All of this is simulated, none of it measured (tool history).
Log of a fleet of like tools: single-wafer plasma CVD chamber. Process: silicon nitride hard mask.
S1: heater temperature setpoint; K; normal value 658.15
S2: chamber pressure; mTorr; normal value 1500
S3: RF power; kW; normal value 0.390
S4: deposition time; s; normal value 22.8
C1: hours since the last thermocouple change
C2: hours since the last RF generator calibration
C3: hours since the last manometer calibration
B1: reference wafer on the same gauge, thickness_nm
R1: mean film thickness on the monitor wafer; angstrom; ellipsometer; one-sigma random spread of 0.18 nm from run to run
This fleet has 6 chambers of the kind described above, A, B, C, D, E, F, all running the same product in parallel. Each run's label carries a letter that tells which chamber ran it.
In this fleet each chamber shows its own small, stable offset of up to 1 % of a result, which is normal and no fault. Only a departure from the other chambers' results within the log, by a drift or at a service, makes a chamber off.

run	hour	S1	S2	S3	S4	C1	C2	C3	B1	R1
# hour 8.4: chamber D: RF generator calibrated
1C	14.7	658.15	1500	0.390	22.8	1117.0	213.9	818.9	30.594	309.14
2E	29.4	658.15	1500	0.390	22.8	1803.8	1888.8	399.8	30.561	308.80
3D	42.4	658.15	1500	0.390	22.8	1407.0	34.0	2401.0	30.575	305.32
4A	51.4	658.15	1500	0.390	22.8	2234.2	406.4	861.9	30.575	304.59
5F	66.0	658.15	1500	0.390	22.8	1185.7	156.9	409.0	30.597	309.65
# hour 72.5: chamber E: RF generator calibrated
# hour 75.2: chamber E: thermocouple changed; heater temperature recalibrated
6B	77.0	658.15	1500	0.390	22.8	1540.7	1283.7	2469.7	30.579	305.13
7F	84.6	658.15	1500	0.390	22.8	1204.3	175.5	427.6	30.570	306.54
8B	95.4	658.15	1500	0.390	22.8	1559.1	1302.1	2488.1	30.566	304.46
9A	106.7	658.15	1500	0.340	22.8	2289.5	461.7	917.2	30.580	280.73
# hour 121.4: chamber C: thermocouple changed; heater temperature recalibrated
10C	121.8	658.15	1500	0.340	22.8	0.5	321.0	926.0	30.540	280.76
11D	134.1	658.15	1500	0.340	22.8	1498.7	125.7	2492.7	30.525	280.83
12E	140.7	658.15	1500	0.340	22.8	65.6	68.3	511.1	30.575	285.28
13F	149.5	658.15	1500	0.340	22.8	1269.2	240.4	492.5	30.628	280.45
14E	162.1	658.15	1500	0.340	22.8	87.0	89.7	532.5	30.565	282.60
# hour 171.0: chamber B: capacitance manometer re-zeroed and calibrated
15A	172.0	658.15	1320	0.390	22.8	2354.8	527.0	982.5	30.663	295.77
16B	180.0	658.15	1320	0.390	22.8	1643.7	1386.7	9.0	30.573	291.04
17D	188.1	658.15	1320	0.390	22.8	1552.7	179.7	2546.7	30.582	293.62
18C	200.3	658.15	1320	0.390	22.8	79.0	399.5	1004.5	30.620	297.32
19C	215.1	658.15	1320	0.390	22.8	93.8	414.3	1019.3	30.608	296.32
20B	224.6	658.15	1320	0.390	22.8	1688.3	1431.3	53.6	30.617	292.39
21D	238.2	658.15	1500	0.390	22.8	1602.8	229.8	2596.8	30.621	307.62
# hour 239.5: chamber D: capacitance manometer re-zeroed and calibrated
22F	245.4	658.15	1500	0.390	22.8	1365.1	336.3	588.4	30.556	305.08
23A	256.5	658.15	1500	0.390	22.8	2439.3	611.5	1067.0	30.574	303.49
24E	264.7	658.15	1500	0.390	22.8	189.6	192.3	635.1	30.624	311.03
25E	279.6	658.15	1500	0.390	22.8	204.5	207.2	650.0	30.626	308.85
26B	288.1	658.15	1310	0.390	24.2	1751.8	1494.8	117.1	30.614	308.79
27C	296.5	658.15	1310	0.390	24.2	175.2	495.7	1100.7	30.572	307.90
# hour 296.8: chamber A: thermocouple changed; heater temperature recalibrated
# hour 307.1: chamber B: thermocouple changed; heater temperature recalibrated
28D	308.5	658.15	1310	0.390	24.2	1673.1	300.1	69.0	30.628	309.87
29F	316.0	658.15	1310	0.390	24.2	1435.7	406.9	659.0	30.558	312.84
30A	323.2	658.15	1310	0.390	24.2	26.4	678.2	1133.7	30.589	311.62
31D	330.3	658.15	1310	0.390	24.2	1694.9	321.9	90.8	30.626	311.81
32C	338.8	658.15	1730	0.320	22.8	217.5	538.0	1143.0	30.589	283.62
33F	350.1	658.15	1730	0.320	22.8	1469.8	441.0	693.1	30.621	282.21
34A	357.2	658.15	1730	0.320	22.8	60.4	712.2	1167.7	30.565	281.81
35B	369.3	658.15	1730	0.320	22.8	62.2	1576.0	198.3	30.616	279.05
36E	378.6	658.15	1730	0.320	22.8	303.5	306.2	749.0	30.561	285.35
37B	386.6	658.15	1730	0.320	22.8	79.5	1593.3	215.6	30.560	278.90
38E	394.1	658.15	1500	0.390	22.8	319.0	321.7	764.5	30.584	311.16
39D	409.1	658.15	1500	0.390	22.8	1773.7	400.7	169.6	30.611	308.34
40A	420.1	658.15	1500	0.390	22.8	123.3	775.1	1230.6	30.571	305.05
41F	431.2	658.15	1500	0.390	22.8	1550.9	522.1	774.2	30.599	306.71
42C	438.5	658.15	1500	0.390	22.8	317.2	637.7	1242.7	30.636	306.29

All 6 chambers run these settings next. Forecast each chamber's results:
43A	449.4	658.15	1500	0.390	22.8					?
43B	449.4	658.15	1500	0.390	22.8					?
43C	449.4	658.15	1500	0.390	22.8					?
43D	449.4	658.15	1500	0.390	22.8					?
43E	449.4	658.15	1500	0.390	22.8					?
43F	449.4	658.15	1500	0.390	22.8					?

run	R1
43A	305.56
43B	307.07
43C	305.91
43D	307.46
43E	311.46
43F	308.49
